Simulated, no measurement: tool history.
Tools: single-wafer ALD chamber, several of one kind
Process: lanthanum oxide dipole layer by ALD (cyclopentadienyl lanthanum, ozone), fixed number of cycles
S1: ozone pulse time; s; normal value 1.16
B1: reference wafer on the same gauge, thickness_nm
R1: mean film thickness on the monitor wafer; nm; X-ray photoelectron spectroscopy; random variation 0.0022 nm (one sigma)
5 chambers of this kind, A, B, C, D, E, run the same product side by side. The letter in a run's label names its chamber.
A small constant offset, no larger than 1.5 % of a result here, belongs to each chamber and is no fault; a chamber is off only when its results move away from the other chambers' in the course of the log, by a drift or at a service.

{"run": "1B", "hour": 6.4, "S1": 1.16, "B1": 0.58292, "R1": 0.51444}
{"run": "2D", "hour": 12.0, "S1": 1.16, "B1": 0.58342, "R1": 0.52019}
{"run": "3E", "hour": 16.9, "S1": 1.16, "B1": 0.58276, "R1": 0.52229}
{"run": "4A", "hour": 20.6, "S1": 1.16, "B1": 0.58256, "R1": 0.51846}
{"run": "5C", "hour": 28.8, "S1": 1.16, "B1": 0.58317, "R1": 0.5252}
{"hour": 29.1, "done": "chamber C: thermocouple changed; heater temperature recalibrated"}
{"run": "6C", "hour": 32.8, "S1": 1.48, "B1": 0.58295, "R1": 0.55316}
{"run": "7B", "hour": 39.9, "S1": 1.48, "B1": 0.58306, "R1": 0.53956}
{"run": "8E", "hour": 46.6, "S1": 1.48, "B1": 0.58313, "R1": 0.54962}
{"run": "9A", "hour": 53.2, "S1": 1.48, "B1": 0.58351, "R1": 0.54534}
{"run": "10D", "hour": 58.0, "S1": 1.48, "B1": 0.58331, "R1": 0.54803}
{"run": "11B", "hour": 63.2, "S1": 1.16, "B1": 0.583, "R1": 0.51764}
{"run": "12A", "hour": 69.2, "S1": 1.16, "B1": 0.58305, "R1": 0.51814}
{"run": "13E", "hour": 76.4, "S1": 1.01, "B1": 0.58291, "R1": 0.50207}
{"run": "14D", "hour": 81.3, "S1": 1.01, "B1": 0.58207, "R1": 0.49671}
{"run": "15C", "hour": 88.0, "S1": 1.01, "B1": 0.58236, "R1": 0.50263}
{"run": "16E", "hour": 96.1, "S1": 1.01, "B1": 0.58325, "R1": 0.50706}
{"run": "17A", "hour": 103.0, "S1": 1.01, "B1": 0.58338, "R1": 0.50241}
{"run": "18D", "hour": 110.8, "S1": 1.16, "B1": 0.584, "R1": 0.52352}
{"run": "19C", "hour": 116.8, "S1": 1.16, "B1": 0.58302, "R1": 0.52435}
{"run": "20B", "hour": 122.6, "S1": 1.16, "B1": 0.58256, "R1": 0.51358}
{"run": "21B", "hour": 126.4, "S1": 1.16, "B1": 0.58339, "R1": 0.51244}
{"run": "22D", "hour": 130.7, "S1": 1.16, "B1": 0.58337, "R1": 0.52007}
{"run": "23A", "hour": 136.3, "S1": 1.16, "B1": 0.58311, "R1": 0.51823}
{"run": "24E", "hour": 141.6, "S1": 1.49, "B1": 0.58283, "R1": 0.55059}
{"hour": 143.5, "done": "chamber A: ozone generator serviced"}
{"run": "25C", "hour": 145.8, "S1": 1.49, "B1": 0.58304, "R1": 0.55103}
{"run": "26A", "hour": 153.2, "S1": 1.49, "B1": 0.58335, "R1": 0.54246}
{"run": "27D", "hour": 159.1, "S1": 1.49, "B1": 0.58326, "R1": 0.54497}
{"run": "28C", "hour": 167.3, "S1": 1.49, "B1": 0.58328, "R1": 0.54913}
{"run": "29E", "hour": 172.0, "S1": 1.16, "B1": 0.58292, "R1": 0.52271}
{"run": "30B", "hour": 180.5, "S1": 0.76, "B1": 0.58365, "R1": 0.43639}
{"run": "31D", "hour": 186.9, "S1": 0.76, "B1": 0.58313, "R1": 0.4508}
{"run": "32E", "hour": 192.0, "S1": 0.76, "B1": 0.58269, "R1": 0.45401}
{"run": "33B", "hour": 198.9, "S1": 0.76, "B1": 0.58277, "R1": 0.43102}
{"run": "34A", "hour": 206.5, "S1": 0.76, "B1": 0.58369, "R1": 0.45149}
{"run": "35C", "hour": 214.5, "S1": 1.16, "B1": 0.58292, "R1": 0.52168}
{"run": "36B", "hour": 222.3, "S1": 1.16, "B1": 0.5837, "R1": 0.50328}

All chambers now run identical settings, listed one chamber a line with results as question marks. What results will each chamber show?
{"run": "37A", "hour": 228.4, "S1": 0.85, "R1": "?"}
{"run": "37B", "hour": 228.4, "S1": 0.85, "R1": "?"}
{"run": "37C", "hour": 228.4, "S1": 0.85, "R1": "?"}
{"run": "37D", "hour": 228.4, "S1": 0.85, "R1": "?"}
{"run": "37E", "hour": 228.4, "S1": 0.85, "R1": "?"}

run=37A R1=0.47154
run=37B R1=0.45063
run=37C R1=0.47834
run=37D R1=0.47136
run=37E R1=0.47307

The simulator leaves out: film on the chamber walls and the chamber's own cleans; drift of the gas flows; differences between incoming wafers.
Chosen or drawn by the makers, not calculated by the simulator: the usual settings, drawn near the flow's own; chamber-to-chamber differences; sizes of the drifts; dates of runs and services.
